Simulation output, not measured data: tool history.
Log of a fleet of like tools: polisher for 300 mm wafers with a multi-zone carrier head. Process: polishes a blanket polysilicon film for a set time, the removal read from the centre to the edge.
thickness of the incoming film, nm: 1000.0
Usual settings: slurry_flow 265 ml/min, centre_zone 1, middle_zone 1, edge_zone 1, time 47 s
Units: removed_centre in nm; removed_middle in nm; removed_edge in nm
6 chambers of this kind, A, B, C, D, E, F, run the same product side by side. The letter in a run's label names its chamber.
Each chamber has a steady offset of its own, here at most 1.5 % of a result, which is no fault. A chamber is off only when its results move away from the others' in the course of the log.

run	hour	slurry_flow	centre_zone	middle_zone	edge_zone	time	wafers polished on this pad	hours since the slurry nozzle was cleaned	hours since the centre zone pressure was calibrated	hours since the edge zone pressure was calibrated	removed_centre	removed_middle	removed_edge
1E	6.7	265	1	1	1	47	654	61	1213.9	662.2	392.03	388.94	386.98
# hour 7.1: chamber E: worn pad replaced by a new one
2B	13.2	265	1	1	1	47	166	267.7	653.7	335.5	400.59	388.75	389.54
3A	20.2	265	1	1	1	47	1330	396.8	147.5	880.6	396.43	387	395.79
# hour 21.6: chamber F: worn pad replaced by a new one
# hour 26.7: chamber E: centre zone pressure recalibrated
4D	28	265	1	1	1	47	598	265.9	539.6	1151.4	392.54	390.36	377.26
5C	38.9	265	1	1	1	47	816	156.3	418.3	657.7	390.62	392.62	389.41
6F	45.5	265	1	1	1	47	224	397.7	893.2	142.1	391.22	385.54	397.14
# hour 53.4: chamber B: edge zone pressure recalibrated
# hour 53.4: chamber A: worn pad replaced by a new one
7D	56.5	265	1	1	1	47	865	294.4	568.1	1179.9	385.79	387.98	391.76
8E	65.9	265	1	1	1	47	551	120.2	39.2	721.4	391.54	397.06	391.5
9F	76.6	265	1	1	1	47	515	428.8	924.3	173.2	382.2	385.89	378.82
# hour 77.8: chamber E: worn pad replaced by a new one
# hour 82.3: chamber B: worn pad replaced by a new one
10B	87.8	265	1	1	1	47	52	342.3	728.3	34.4	389.38	390.21	377.42
# hour 93.5: chamber C: centre zone pressure recalibrated
# hour 95.5: chamber F: worn pad replaced by a new one
11C	96.6	265	1	1	1	47	1357	214	3.1	715.4	383.96	387.58	387.09
# hour 99.2: chamber B: slurry nozzle cleaned
# hour 102: chamber F: slurry nozzle cleaned
12A	105.8	265	1	1	1	47	491	482.4	233.1	966.2	388.97	391.03	402.59
13A	113.4	265	1	1	1	47	562	490	240.7	973.8	396.33	390.24	392.26
# hour 117.1: chamber A: slurry nozzle cleaned
14E	123.3	265	1	1	1	47	427	177.6	96.6	778.8	389.15	392.78	396.94
# hour 125.9: chamber A: edge zone pressure recalibrated
15C	134.6	265	1	1	1	47	1713	252	41.1	753.4	377.22	383.74	388.09
# hour 140.3: chamber D: worn pad replaced by a new one
16B	143.8	265	1	1	1	47	577	44.7	784.3	90.4	392.2	381.87	377.02
# hour 146: chamber E: worn pad replaced by a new one
17D	153.3	265	1	1	1	47	121	391.2	664.9	1276.7	394.59	388.31	389.97
18F	158.9	265	1	1	1	47	594	56.9	1006.6	255.5	388.64	393.71	385.78
# hour 165.1: chamber E: slurry nozzle cleaned
19A	166.7	265	1	1	1	47	1062	49.6	294	40.9	402.71	386.92	394.06
# hour 167.5: chamber F: worn pad replaced by a new one
# hour 171.5: chamber B: worn pad replaced by a new one
20E	177.2	265	1	1	1	47	293	12.1	150.5	832.7	385.33	396.69	389.15
21B	187.2	265	1	1	1	47	147	88.1	827.7	133.8	401.16	383.74	386.77
22F	193.7	265	1	1	1	47	245	91.7	1041.4	290.3	393.35	400.27	384.67
# hour 200.6: chamber E: worn pad replaced by a new one
23D	201.8	265	1	1	1	47	576	439.7	713.4	1325.2	380.86	385.35	392.39
# hour 206.1: chamber C: slurry nozzle cleaned
24C	207.7	265	1	1	1	47	2398	1.6	114.2	826.5	363.93	361.67	364.06
25F	212.7	265	1	1	1	47	423	110.7	1060.4	309.3	386.25	396.65	390.51
26E	222.4	265	1	1	1	47	204	57.3	195.7	877.9	381.35	383.07	396.84
# hour 224: chamber A: worn pad replaced by a new one
# hour 225.6: chamber F: worn pad replaced by a new one
27B	232.8	265	1	1	1	47	574	133.7	873.3	179.4	388.73	382.71	377.27
# hour 242: chamber B: worn pad replaced by a new one
28A	243.7	265	1	1	1	47	184	126.6	371	117.9	393.91	396.17	396.29
29D	248.8	265	1	1	1	63	1016	486.7	760.4	1372.2	512.76	512.91	511.61
30C	255.9	265	1	1	1	63	2850	49.8	162.4	874.7	460.73	488.41	486.18
# hour 259.7: chamber E: worn pad replaced by a new one
31D	261	265	1	1	1	63	1131	498.9	772.6	1384.4	515.83	510.97	524.42
32A	266.3	265	1	1	1	63	396	149.2	393.6	140.5	528.79	511.13	527.32
33E	272.2	265	1	1	1	63	117	107.1	245.5	927.7	517.78	521.68	516.51
34F	279.5	265	1	1	1	63	505	177.5	1127.2	376.1	529.76	517.23	518.2
35C	287.1	265	1	1	1	47	3142	81	193.6	905.9	346.31	353.34	352.05
36B	296.9	265	1	1	1	47	514	197.8	937.4	243.5	392.14	384.79	388.41
37A	303.3	265	1	1	1	47	743	186.2	430.6	177.5	387.26	388.01	388.57
38B	308.4	265	1	1	1	47	622	209.3	948.9	255	378.22	380.39	394.54
# hour 313.5: chamber E: worn pad replaced by a new one
39E	315.9	315	1	1	1.06	47	23	150.8	289.2	971.4	389.4	399.22	414.35

What goes on in this fleet: one chamber off, a drifting gauge, or nothing beyond the chambers' own small offsets? Name the chamber and the cause, if any.

Chamber C drifts away from the others.
Cause: removal rate lost through wear of the pad, % = 12.

Here are 4 candidates for chamber C's next run, each the usual settings with a change, their results left as question marks. Which one brings its results back in line with what the others give on the usual settings?
In line means no further than this from the other chambers' mean on the usual settings: removed_centre 17 nm; removed_middle 19 nm; removed_edge 19 nm
40C-1	324	260	0.99	1	1	42					?	?	?
40C-2	324	265	1	1	1	49					?	?	?
40C-3	324	270	1.01	1	1	52					?	?	?
40C-4	324	265	1	1	1	45					?	?	?

The other chambers' mean on the usual settings: removed_centre 390.28 nm; removed_middle 389.37 nm; removed_edge 389.26 nm
run	removed_centre	removed_middle	removed_edge
40C-1	301.7	307.98	307.6
40C-2	356.77	360.04	359.44
40C-3	383.68	382.82	382.02
40C-4	327.65	330.65	330.09
40C-3 brings the chamber back in line.
